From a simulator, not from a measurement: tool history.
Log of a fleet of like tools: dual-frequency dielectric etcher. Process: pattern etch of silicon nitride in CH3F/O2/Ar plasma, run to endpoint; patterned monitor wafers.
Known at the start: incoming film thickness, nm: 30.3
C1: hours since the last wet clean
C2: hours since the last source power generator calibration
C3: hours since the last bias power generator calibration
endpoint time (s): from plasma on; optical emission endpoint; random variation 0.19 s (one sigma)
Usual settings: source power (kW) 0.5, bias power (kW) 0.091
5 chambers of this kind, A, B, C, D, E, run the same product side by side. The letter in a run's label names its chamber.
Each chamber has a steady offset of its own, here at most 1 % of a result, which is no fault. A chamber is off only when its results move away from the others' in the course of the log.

Run 1A, hour 12.5: usual settings; C1 50.7; C2 1098.3; C3 122.6. Result: endpoint time (s) 36.612.
At hour 19.9: chamber B: bias power generator calibrated.
Run 2B, hour 26.9: usual settings; C1 174.5; C2 3155.1; C3 7. Result: endpoint time (s) 36.831.
Run 3C, hour 40.5: usual settings; C1 265.5; C2 2789.9; C3 3382.9. Result: endpoint time (s) 37.1.
Run 4E, hour 55.5: usual settings; C1 340.9; C2 2670.4; C3 1614.8. Result: endpoint time (s) 37.063.
Run 5D, hour 65.8: usual settings; C1 577.8; C2 1227; C3 1358. Result: endpoint time (s) 37.072.
At hour 70.2: chamber D: wet clean of the chamber.
Run 6B, hour 74.6: usual settings; C1 222.2; C2 3202.8; C3 54.7. Result: endpoint time (s) 36.929.
Run 7D, hour 88.3: usual settings; C1 18.2; C2 1249.5; C3 1380.5. Result: endpoint time (s) 36.902.
Run 8E, hour 100.8: usual settings; C1 386.2; C2 2715.7; C3 1660.1. Result: endpoint time (s) 36.701.
Run 9C, hour 116.1: usual settings but bias power (kW) 0.081; C1 341.1; C2 2865.5; C3 3458.5. Result: endpoint time (s) 38.785.
Run 10A, hour 129.1: usual settings but bias power (kW) 0.081; C1 167.3; C2 1214.9; C3 239.2. Result: endpoint time (s) 38.365.
At hour 140.3: chamber E: wet clean of the chamber.
Run 11A, hour 140.7: usual settings but bias power (kW) 0.081; C1 178.9; C2 1226.5; C3 250.8. Result: endpoint time (s) 38.78.
Run 12D, hour 152.7: usual settings but bias power (kW) 0.081; C1 82.6; C2 1313.9; C3 1444.9. Result: endpoint time (s) 38.623.
Run 13C, hour 163.7: usual settings but bias power (kW) 0.081; C1 388.7; C2 2913.1; C3 3506.1. Result: endpoint time (s) 38.507.
Run 14E, hour 177.7: usual settings; C1 37.4; C2 2792.6; C3 1737. Result: endpoint time (s) 36.892.
Run 15B, hour 185.2: usual settings; C1 332.8; C2 3313.4; C3 165.3. Result: endpoint time (s) 37.348.
At hour 192.8: chamber C: wet clean of the chamber.
Run 16E, hour 199.8: usual settings; C1 59.5; C2 2814.7; C3 1759.1. Result: endpoint time (s) 37.075.
Run 17A, hour 208: usual settings; C1 246.2; C2 1293.8; C3 318.1. Result: endpoint time (s) 36.944.
Run 18D, hour 218.7: usual settings; C1 148.6; C2 1379.9; C3 1510.9. Result: endpoint time (s) 36.752.
Run 19B, hour 230.2: usual settings; C1 377.8; C2 3358.4; C3 210.3. Result: endpoint time (s) 37.126.
Run 20C, hour 241.9: usual settings; C1 49.2; C2 2991.3; C3 3584.3. Result: endpoint time (s) 38.182.
Run 21E, hour 250.9: usual settings; C1 110.6; C2 2865.8; C3 1810.2. Result: endpoint time (s) 37.012.
Run 22A, hour 262.8: usual settings; C1 301; C2 1348.6; C3 372.9. Result: endpoint time (s) 36.967.
Run 23D, hour 269.5: usual settings; C1 199.4; C2 1430.7; C3 1561.7. Result: endpoint time (s) 36.975.
Run 24B, hour 278.6: usual settings; C1 426.2; C2 3406.8; C3 258.7. Result: endpoint time (s) 37.392.
Run 25C, hour 288.1: usual settings; C1 95.4; C2 3037.5; C3 3630.5. Result: endpoint time (s) 38.387.
Run 26B, hour 301.3: usual settings; C1 448.9; C2 3429.5; C3 281.4. Result: endpoint time (s) 36.769.
Run 27A, hour 311: usual settings; C1 349.2; C2 1396.8; C3 421.1. Result: endpoint time (s) 36.667.
At hour 317: chamber E: source power generator calibrated.
Run 28D, hour 323.2: usual settings but source power (kW) 0.54; C1 253.1; C2 1484.4; C3 1615.4. Result: endpoint time (s) 35.818.
Run 29C, hour 336.9: usual settings but source power (kW) 0.54; C1 144.2; C2 3086.3; C3 3679.3. Result: endpoint time (s) 37.909.
Run 30E, hour 351: usual settings but source power (kW) 0.54; C1 210.7; C2 34.1; C3 1910.3. Result: endpoint time (s) 36.138.
Run 31A, hour 361.7: usual settings but source power (kW) 0.54; C1 399.9; C2 1447.5; C3 471.8. Result: endpoint time (s) 35.647.
Run 32B, hour 373.2: usual settings but source power (kW) 0.54; C1 520.8; C2 3501.4; C3 353.3. Result: endpoint time (s) 35.887.
Run 33C, hour 383.8: usual settings; C1 191.1; C2 3133.2; C3 3726.2. Result: endpoint time (s) 38.651.
Run 34E, hour 392.2: usual settings; C1 251.9; C2 75.3; C3 1951.5. Result: endpoint time (s) 36.873.
Run 35D, hour 400.5: usual settings; C1 330.4; C2 1561.7; C3 1692.7. Result: endpoint time (s) 36.775.
Run 36C, hour 415.1: usual settings; C1 222.4; C2 3164.5; C3 3757.5. Result: endpoint time (s) 38.216.

Is one chamber off against the others, does the gauge drift, or is nothing wrong? If a chamber is off, say which, and what the likeliest cause is.

A service left chamber C off against the others.
Cause: etch rate under this chamber's usual, % = 4.14.

Here are 4 candidates for chamber C's next run, each the usual settings with a change, their results left as question marks. Which one brings its results back in line with what the others give on the usual settings?
In line means no further than this from the other chambers' mean on the usual settings: endpoint time (s) 0.66
Run 37C-1, hour 426.3: usual settings but bias power (kW) 0.088. Result: endpoint time (s) ?.
Run 37C-2, hour 426.3: usual settings but source power (kW) 0.51. Result: endpoint time (s) ?.
Run 37C-3, hour 426.3: usual settings but source power (kW) 0.44. Result: endpoint time (s) ?.
Run 37C-4, hour 426.3: usual settings but source power (kW) 0.56. Result: endpoint time (s) ?.

The other chambers' mean on the usual settings: endpoint time (s) 37.016
  run  endpoint time (s)
37C-1             38.988
37C-2             38.243
37C-3             40.454
37C-4             36.903
37C-4 brings the chamber back in line.
